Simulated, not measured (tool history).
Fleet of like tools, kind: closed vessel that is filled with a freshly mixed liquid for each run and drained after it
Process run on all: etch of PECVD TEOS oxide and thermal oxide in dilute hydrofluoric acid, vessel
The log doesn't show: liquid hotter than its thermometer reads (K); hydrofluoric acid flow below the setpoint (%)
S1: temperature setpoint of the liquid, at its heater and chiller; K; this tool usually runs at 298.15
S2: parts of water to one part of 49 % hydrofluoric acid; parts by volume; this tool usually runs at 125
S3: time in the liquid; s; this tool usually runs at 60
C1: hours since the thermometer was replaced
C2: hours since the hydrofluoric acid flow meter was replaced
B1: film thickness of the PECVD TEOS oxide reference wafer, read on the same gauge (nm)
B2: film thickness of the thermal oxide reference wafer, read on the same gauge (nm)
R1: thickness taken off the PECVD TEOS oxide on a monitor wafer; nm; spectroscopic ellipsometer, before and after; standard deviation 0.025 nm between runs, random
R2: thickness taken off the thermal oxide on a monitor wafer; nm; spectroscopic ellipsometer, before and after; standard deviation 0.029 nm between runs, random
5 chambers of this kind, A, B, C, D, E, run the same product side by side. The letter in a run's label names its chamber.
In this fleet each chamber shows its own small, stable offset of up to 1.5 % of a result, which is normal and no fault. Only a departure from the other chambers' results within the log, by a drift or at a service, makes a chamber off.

run,hour,S1,S2,S3,C1,C2,B1,B2,R1,R2
1E,6.9,298.15,125,60,2437.7,90.1,100.010,30.017,5.8091,2.2231
2C,20.3,298.15,125,60,825.9,351.2,99.985,30.040,5.8388,2.2213
3D,33.9,298.15,125,60,1179.5,655.1,99.968,29.978,5.9252,2.2368
4B,43.4,298.15,125,60,2144.6,1776.7,100.020,30.024,5.8284,2.2110
5A,51.1,298.15,125,60,502.3,1809.6,99.996,30.012,5.8032,2.1922
6E,58.8,298.15,125,60,2489.6,142.0,99.993,30.005,5.8232,2.2374
# hour 60.3: chamber E: thermometer replaced
7D,72.4,298.15,125,60,1218.0,693.6,100.060,30.039,5.9148,2.2267
# hour 73.4: chamber B: thermometer replaced
8C,85.7,298.15,125,60,891.3,416.6,100.000,29.955,5.8720,2.2572
# hour 86.4: chamber B: hydrofluoric acid flow meter replaced
9A,95.6,298.15,125,60,546.8,1854.1,100.000,30.001,5.7842,2.2162
10B,105.9,298.15,125,60,32.5,19.6,100.020,29.960,5.8872,2.2258
11B,121.0,298.15,125,60,47.6,34.7,100.010,29.992,5.8846,2.2634
# hour 125.2: chamber C: thermometer replaced
12A,133.9,298.15,65,80,585.1,1892.4,99.944,29.994,15.9780,6.0230
13D,145.0,298.15,65,80,1290.6,766.2,99.995,29.989,16.2570,6.0204
14E,158.5,298.15,65,80,98.2,241.7,100.040,30.006,15.9590,6.2027
15C,173.8,298.15,65,80,48.7,504.7,99.997,29.994,16.1370,6.1908
16E,182.5,298.15,65,80,122.2,265.7,100.050,29.985,15.8580,6.1956
17B,197.2,298.15,125,60,123.8,110.9,99.981,30.065,5.8774,2.2299
18D,207.6,298.15,125,60,1353.2,828.8,100.020,30.003,5.8962,2.2241
19C,221.6,298.15,125,60,96.5,552.5,100.040,30.005,5.8512,2.2596
20A,231.7,298.15,125,60,682.9,1990.2,99.968,29.969,5.8198,2.2367
21E,240.5,298.15,125,60,180.2,323.7,99.988,30.029,5.8079,2.2687
22A,251.6,298.15,125,60,702.8,2010.1,99.934,29.972,5.7181,2.2195
23D,266.5,298.15,80,60,1412.1,887.7,99.975,29.990,9.6635,3.6297
24B,280.7,298.15,80,60,207.3,194.4,99.980,29.973,9.6619,3.7642
25C,291.3,298.15,80,60,166.2,622.2,99.983,30.028,9.5517,3.6998
26C,300.7,298.15,80,60,175.6,631.6,100.010,29.966,9.7038,3.7512
27B,310.8,298.15,80,60,237.4,224.5,100.010,29.975,9.7559,3.8386
28D,325.4,298.15,125,60,1471.0,946.6,99.998,29.985,5.9287,2.2666
29A,332.4,293.65,95,60,783.6,2090.9,100.020,30.062,6.5736,2.5532
# hour 343.2: chamber A: hydrofluoric acid flow meter replaced
30E,345.2,293.65,95,60,284.9,428.4,99.980,29.986,6.6198,2.5422
31D,352.0,293.65,95,60,1497.6,973.2,99.995,29.973,6.7204,2.5188
32E,364.4,293.65,95,60,304.1,447.6,99.982,29.961,6.6367,2.5511
33C,377.2,293.65,95,60,252.1,708.1,100.040,29.983,6.6593,2.5711
34B,388.5,298.15,125,60,315.1,302.2,100.030,29.975,5.8768,2.3018
35A,399.6,298.15,125,60,850.8,56.4,100.000,29.975,5.7458,2.2340
36C,409.2,298.15,125,60,284.1,740.1,99.969,29.983,5.8478,2.2177
37D,418.2,298.15,125,60,1563.8,1039.4,99.972,30.000,5.8935,2.2284
38E,428.0,298.15,125,60,367.7,511.2,100.010,29.978,5.7921,2.2194
39B,436.5,298.15,125,60,363.1,350.2,99.992,30.052,5.8381,2.2535
40A,450.1,298.15,125,60,901.3,106.9,99.998,29.960,5.7358,2.2257
41B,464.5,295.15,125,45,391.1,378.2,100.010,30.034,3.9346,1.5067
42C,479.6,295.15,125,45,354.5,810.5,100.010,29.960,3.8859,1.5320

Predict what each chamber gives when all 5 of them run the settings below next.
43A,490.7,298.15,125,60,,,,,?,?
43B,490.7,298.15,125,60,,,,,?,?
43C,490.7,298.15,125,60,,,,,?,?
43D,490.7,298.15,125,60,,,,,?,?
43E,490.7,298.15,125,60,,,,,?,?

run,R1,R2
43A,5.7977,2.2082
43B,5.8692,2.2522
43C,5.8599,2.2122
43D,5.9209,2.2601
43E,5.7795,2.2265

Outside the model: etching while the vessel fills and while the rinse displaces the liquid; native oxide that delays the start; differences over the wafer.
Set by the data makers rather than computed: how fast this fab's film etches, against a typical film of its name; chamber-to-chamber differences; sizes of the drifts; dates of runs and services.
